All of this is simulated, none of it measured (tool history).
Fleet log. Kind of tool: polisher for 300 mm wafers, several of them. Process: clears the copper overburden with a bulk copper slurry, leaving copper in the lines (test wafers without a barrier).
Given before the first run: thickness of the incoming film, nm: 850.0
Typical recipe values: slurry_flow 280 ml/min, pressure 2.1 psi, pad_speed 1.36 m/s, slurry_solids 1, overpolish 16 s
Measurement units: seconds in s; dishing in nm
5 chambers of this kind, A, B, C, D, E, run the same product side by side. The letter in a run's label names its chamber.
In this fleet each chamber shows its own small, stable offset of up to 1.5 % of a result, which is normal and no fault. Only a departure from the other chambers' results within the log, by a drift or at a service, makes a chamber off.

| run | hour | slurry_flow | pressure | pad_speed | slurry_solids | overpolish | seconds | dishing |
|---|---|---|---|---|---|---|---|---|
|  | 8.4 | chamber C: worn pad replaced by a new one |
| 1E | 13.1 | 280 | 2.1 | 1.36 | 1 | 16 | 89.672 | 81.492 |
| 2D | 22 | 280 | 2.1 | 1.36 | 1 | 16 | 97.456 | 80.896 |
| 3C | 36.8 | 280 | 2.1 | 1.36 | 1 | 16 | 89.103 | 81.926 |
| 4B | 48.4 | 280 | 2.1 | 1.36 | 1 | 16 | 94.801 | 81.113 |
| 5A | 59.2 | 280 | 2.1 | 1.78 | 1 | 23 | 71.103 | 113.23 |
|  | 61.6 | chamber E: worn pad replaced by a new one |
|  | 73.6 | chamber D: worn pad replaced by a new one |
| 6D | 74.3 | 280 | 2.1 | 1.78 | 1 | 23 | 70.657 | 111.01 |
|  | 78.3 | chamber A: slurry blender recalibrated |
|  | 81.7 | chamber B: worn pad replaced by a new one |
| 7B | 83.2 | 280 | 2.1 | 1.78 | 1 | 23 | 71.106 | 107.83 |
| 8A | 92 | 280 | 2.1 | 1.78 | 1 | 23 | 70.465 | 117.67 |
|  | 92.8 | chamber A: worn pad replaced by a new one |
|  | 96.9 | chamber D: slurry blender recalibrated |
| 9C | 99.5 | 280 | 2.1 | 1.78 | 1 | 23 | 71.994 | 111.45 |
|  | 102.3 | chamber E: slurry blender recalibrated |
|  | 102.6 | chamber B: slurry blender recalibrated |
|  | 102.8 | chamber C: worn pad replaced by a new one |
|  | 109.1 | chamber C: slurry blender recalibrated |
| 10E | 111 | 280 | 2.1 | 1.36 | 1 | 16 | 92.516 | 81.168 |
| 11C | 118.3 | 210 | 2.1 | 1.2 | 1 | 16 | 109.15 | 74.497 |
| 12D | 132.1 | 210 | 2.1 | 1.2 | 1 | 16 | 110.52 | 70.303 |
| 13A | 147.1 | 210 | 2.1 | 1.2 | 1 | 16 | 108.33 | 74.445 |
|  | 158.2 | chamber E: worn pad replaced by a new one |
| 14B | 161 | 210 | 2.1 | 1.2 | 1 | 16 | 107.06 | 73.086 |
|  | 161.1 | chamber B: worn pad replaced by a new one |
|  | 167.9 | chamber D: worn pad replaced by a new one |
|  | 169.8 | chamber B: head pressure recalibrated |
| 15E | 172.1 | 210 | 2.1 | 1.2 | 1 | 16 | 110.92 | 74.471 |
|  | 175.8 | chamber B: slurry nozzle cleaned |
| 16E | 183 | 280 | 2.1 | 1.36 | 1 | 16 | 92.46 | 80.348 |
|  | 191.7 | chamber D: slurry blender recalibrated |
| 17D | 196.7 | 280 | 2.1 | 1.36 | 1 | 16 | 95.073 | 82.726 |
|  | 204.8 | chamber A: worn pad replaced by a new one |
| 18B | 207.2 | 280 | 2.1 | 1.36 | 1 | 16 | 92.077 | 81.291 |
|  | 207.7 | chamber C: worn pad replaced by a new one |
|  | 213.6 | chamber A: slurry blender recalibrated |
| 19C | 216.7 | 280 | 2.1 | 1.36 | 1 | 16 | 92.645 | 81.235 |
|  | 217.4 | chamber C: slurry blender recalibrated |
|  | 222.4 | chamber C: head pressure recalibrated |
| 20A | 232.7 | 280 | 2.1 | 1.36 | 1 | 16 | 93.981 | 78.777 |
|  | 240.4 | chamber B: slurry blender recalibrated |
| 21D | 244 | 280 | 2.1 | 1.36 | 1 | 16 | 94.418 | 79.795 |
|  | 245.9 | chamber E: worn pad replaced by a new one |
|  | 255.7 | chamber B: worn pad replaced by a new one |
| 22E | 258.8 | 280 | 2.1 | 1.36 | 0.85 | 16 | 95.213 | 79.768 |
|  | 269.2 | chamber E: head pressure recalibrated |
|  | 271.1 | chamber D: worn pad replaced by a new one |
| 23C | 274 | 280 | 2.1 | 1.36 | 0.85 | 16 | 91.728 | 80.688 |
|  | 279.5 | chamber E: slurry blender recalibrated |
| 24A | 284.6 | 280 | 2.1 | 1.36 | 0.85 | 16 | 95.995 | 78.963 |
|  | 287.6 | chamber D: slurry nozzle cleaned |
|  | 297.4 | chamber C: worn pad replaced by a new one |
| 25B | 299.8 | 280 | 2.1 | 1.36 | 0.85 | 16 | 94.701 | 79.664 |
| 26E | 310.2 | 280 | 2.1 | 1.36 | 0.85 | 16 | 96.787 | 77.156 |
|  | 314.4 | chamber D: slurry blender recalibrated |
|  | 315 | chamber A: worn pad replaced by a new one |
| 27A | 319.9 | 280 | 2.1 | 1.36 | 1 | 16 | 95.423 | 81.294 |
|  | 328.1 | chamber E: worn pad replaced by a new one |
| 28D | 331.6 | 280 | 2.1 | 1.36 | 1 | 16 | 93.539 | 81.653 |
|  | 334.9 | chamber C: slurry blender recalibrated |
| 29B | 339.1 | 210 | 2.1 | 1.36 | 1.25 | 16 | 90.646 | 80.531 |
|  | 343 | chamber A: slurry nozzle cleaned |
| 30C | 348.3 | 210 | 2.1 | 1.36 | 1.25 | 16 | 92.401 | 82.051 |
| 31A | 357.1 | 210 | 2.1 | 1.36 | 1.25 | 16 | 91.742 | 80.39 |
|  | 359.5 | chamber B: worn pad replaced by a new one |
| 32C | 364.2 | 210 | 2.1 | 1.36 | 1.25 | 16 | 89.757 | 80.821 |
|  | 364.3 | chamber D: worn pad replaced by a new one |
|  | 365.4 | chamber B: slurry blender recalibrated |
|  | 366.5 | chamber A: head pressure recalibrated |
|  | 368 | chamber B: slurry nozzle cleaned |
|  | 370.1 | chamber A: slurry blender recalibrated |
| 33B | 377.5 | 210 | 2.1 | 1.36 | 1.25 | 16 | 92.417 | 81.499 |
| 34E | 392 | 280 | 2.1 | 1.36 | 1 | 16 | 90.81 | 83.93 |
|  | 395.2 | chamber D: head pressure recalibrated |
|  | 400.4 | chamber C: worn pad replaced by a new one |
| 35D | 406.1 | 280 | 2.1 | 1.36 | 1 | 16 | 92.507 | 80.329 |
| 36C | 417.3 | 280 | 2.1 | 1.36 | 1 | 16 | 91.065 | 78.476 |
|  | 421.9 | chamber D: slurry blender recalibrated |
|  | 426.2 | chamber A: worn pad replaced by a new one |
|  | 426.5 | chamber E: slurry nozzle cleaned |
| 37B | 426.6 | 280 | 2.1 | 1.36 | 1 | 16 | 95.087 | 82.876 |
|  | 428 | chamber E: worn pad replaced by a new one |
| 38E | 434.1 | 280 | 2.1 | 1.36 | 1 | 16 | 92.179 | 80.605 |
| 39A | 444.8 | 280 | 2.1 | 1.36 | 1 | 16 | 93.117 | 80.527 |
|  | 456 | chamber D: worn pad replaced by a new one |
| 40D | 457.1 | 280 | 2.1 | 1.36 | 1 | 16 | 95.3 | 80.406 |
|  | 463.4 | chamber E: slurry blender recalibrated |
| 41E | 464.5 | 280 | 2.1 | 1.36 | 1 | 16 | 90.082 | 82.35 |

All chambers now run identical settings, listed one chamber a line with results as question marks. What results will each chamber show?
| 42A | 476.1 | 280 | 2.1 | 1.76 | 1 | 16 | ? | ? |
| 42B | 476.1 | 280 | 2.1 | 1.76 | 1 | 16 | ? | ? |
| 42C | 476.1 | 280 | 2.1 | 1.76 | 1 | 16 | ? | ? |
| 42D | 476.1 | 280 | 2.1 | 1.76 | 1 | 16 | ? | ? |
| 42E | 476.1 | 280 | 2.1 | 1.76 | 1 | 16 | ? | ? |

| run | seconds | dishing |
|---|---|---|
| 42A | 71.442 | 93.475 |
| 42B | 71.806 | 96.784 |
| 42C | 68.8 | 94.787 |
| 42D | 73.897 | 96.274 |
| 42E | 71.025 | 94.973 |
